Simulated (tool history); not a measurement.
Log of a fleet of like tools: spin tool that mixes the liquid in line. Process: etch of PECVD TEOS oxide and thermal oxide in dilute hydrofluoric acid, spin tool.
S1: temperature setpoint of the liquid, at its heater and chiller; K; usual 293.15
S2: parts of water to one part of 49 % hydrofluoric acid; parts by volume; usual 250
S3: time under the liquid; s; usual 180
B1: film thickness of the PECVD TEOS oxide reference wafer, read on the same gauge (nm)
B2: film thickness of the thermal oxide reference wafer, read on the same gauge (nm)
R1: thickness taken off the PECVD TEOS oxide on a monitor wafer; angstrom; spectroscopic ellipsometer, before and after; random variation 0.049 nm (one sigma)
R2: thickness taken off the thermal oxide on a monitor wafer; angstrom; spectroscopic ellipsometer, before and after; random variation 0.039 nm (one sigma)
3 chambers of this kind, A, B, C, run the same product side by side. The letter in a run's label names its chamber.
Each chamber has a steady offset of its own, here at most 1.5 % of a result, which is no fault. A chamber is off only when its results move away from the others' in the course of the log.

{"run": "1B", "hour": 10.7, "S1": 293.15, "S2": 250, "S3": 180, "B1": 100.03, "B2": 80.003, "R1": 151.05, "R2": 25.256}
{"run": "2C", "hour": 19.7, "S1": 293.15, "S2": 250, "S3": 180, "B1": 100.03, "B2": 80.003, "R1": 150.3, "R2": 25.9}
{"run": "3A", "hour": 28.2, "S1": 293.15, "S2": 250, "S3": 180, "B1": 99.983, "B2": 80.013, "R1": 150.87, "R2": 25.215}
{"run": "4B", "hour": 37.9, "S1": 293.15, "S2": 250, "S3": 180, "B1": 99.985, "B2": 79.981, "R1": 150.52, "R2": 25.516}
{"run": "5A", "hour": 45.3, "S1": 293.15, "S2": 250, "S3": 180, "B1": 99.98, "B2": 80.011, "R1": 150.26, "R2": 25.295}
{"run": "6C", "hour": 52.0, "S1": 293.15, "S2": 250, "S3": 180, "B1": 99.987, "B2": 80.008, "R1": 150.32, "R2": 25.646}
{"run": "7A", "hour": 58.3, "S1": 293.15, "S2": 250, "S3": 180, "B1": 99.966, "B2": 79.988, "R1": 151.38, "R2": 25.242}
{"run": "8C", "hour": 68.6, "S1": 293.15, "S2": 250, "S3": 180, "B1": 99.996, "B2": 80.005, "R1": 150.74, "R2": 25.577}
{"run": "9B", "hour": 76.2, "S1": 293.15, "S2": 250, "S3": 180, "B1": 100.01, "B2": 79.99, "R1": 150.54, "R2": 25.231}
{"run": "10B", "hour": 83.8, "S1": 293.15, "S2": 250, "S3": 180, "B1": 99.961, "B2": 80.021, "R1": 151.2, "R2": 24.952}
{"run": "11A", "hour": 92.9, "S1": 293.15, "S2": 250, "S3": 80, "B1": 100.03, "B2": 80.03, "R1": 66.851, "R2": 11.142}
{"run": "12C", "hour": 100.7, "S1": 293.15, "S2": 250, "S3": 80, "B1": 99.985, "B2": 80.007, "R1": 66.924, "R2": 11.234}
{"run": "13A", "hour": 108.0, "S1": 293.15, "S2": 250, "S3": 80, "B1": 100.02, "B2": 79.992, "R1": 67.048, "R2": 10.697}
{"run": "14B", "hour": 116.1, "S1": 290.15, "S2": 250, "S3": 180, "B1": 100.05, "B2": 80.02, "R1": 134.5, "R2": 22.401}
{"run": "15C", "hour": 122.0, "S1": 290.15, "S2": 250, "S3": 180, "B1": 99.98, "B2": 79.991, "R1": 132.55, "R2": 22.098}
{"run": "16C", "hour": 128.9, "S1": 290.15, "S2": 250, "S3": 180, "B1": 100.02, "B2": 79.994, "R1": 132.29, "R2": 22.72}
{"run": "17B", "hour": 135.7, "S1": 293.15, "S2": 250, "S3": 180, "B1": 99.996, "B2": 80.01, "R1": 151.02, "R2": 24.954}
{"run": "18A", "hour": 145.4, "S1": 293.15, "S2": 250, "S3": 180, "B1": 99.977, "B2": 80.005, "R1": 150.85, "R2": 24.788}
{"run": "19C", "hour": 154.0, "S1": 293.15, "S2": 310, "S3": 130, "B1": 99.99, "B2": 80.017, "R1": 81.134, "R2": 13.703}
{"run": "20A", "hour": 164.7, "S1": 293.15, "S2": 310, "S3": 130, "B1": 99.995, "B2": 79.981, "R1": 82.963, "R2": 13.673}
{"run": "21B", "hour": 175.0, "S1": 293.15, "S2": 310, "S3": 130, "B1": 100.01, "B2": 80.008, "R1": 83.175, "R2": 13.963}
{"run": "22B", "hour": 179.7, "S1": 293.15, "S2": 250, "S3": 180, "B1": 99.97, "B2": 79.985, "R1": 150.47, "R2": 25.637}
{"run": "23C", "hour": 187.6, "S1": 293.15, "S2": 250, "S3": 180, "B1": 100.01, "B2": 80.001, "R1": 147.19, "R2": 25.524}
{"run": "24A", "hour": 195.3, "S1": 293.15, "S2": 360, "S3": 180, "B1": 100.02, "B2": 79.969, "R1": 94.705, "R2": 15.638}
{"run": "25B", "hour": 200.5, "S1": 293.15, "S2": 360, "S3": 180, "B1": 99.96, "B2": 80.002, "R1": 94.394, "R2": 15.699}
{"run": "26C", "hour": 206.6, "S1": 293.15, "S2": 360, "S3": 180, "B1": 99.99, "B2": 79.995, "R1": 92.385, "R2": 15.802}

What goes on in this fleet: one chamber off, a drifting gauge, or nothing beyond the chambers' own small offsets? Name the chamber and the cause, if any.

Chamber C drifts away from the others.
Cause: liquid colder than its thermometer reads (K) = 0.726.
The log may not tell that from: hydrofluoric acid flow below the setpoint (%).

Here are 4 candidates for chamber C's next run, each the usual settings with a change, their results left as question marks. Which one brings its results back in line with what the others give on the usual settings?
In line means no further than this from the other chambers' mean on the usual settings: R1 1.7 angstrom; R2 1.4 angstrom
{"run": "27C-1", "hour": 214.3, "S1": 293.15, "S2": 255, "S3": 180, "R1": "?", "R2": "?"}
{"run": "27C-2", "hour": 214.3, "S1": 293.15, "S2": 255, "S3": 175, "R1": "?", "R2": "?"}
{"run": "27C-3", "hour": 214.3, "S1": 293.15, "S2": 245, "S3": 185, "R1": "?", "R2": "?"}
{"run": "27C-4", "hour": 214.3, "S1": 293.15, "S2": 245, "S3": 180, "R1": "?", "R2": "?"}

The other chambers' mean on the usual settings: R1 150.71 angstrom; R2 25.255 angstrom
run=27C-1 R1=142.9 R2=24.153
run=27C-2 R1=138.93 R2=23.483
run=27C-3 R1=154.35 R2=26.089
run=27C-4 R1=150.18 R2=25.384
27C-4 brings the chamber back in line.

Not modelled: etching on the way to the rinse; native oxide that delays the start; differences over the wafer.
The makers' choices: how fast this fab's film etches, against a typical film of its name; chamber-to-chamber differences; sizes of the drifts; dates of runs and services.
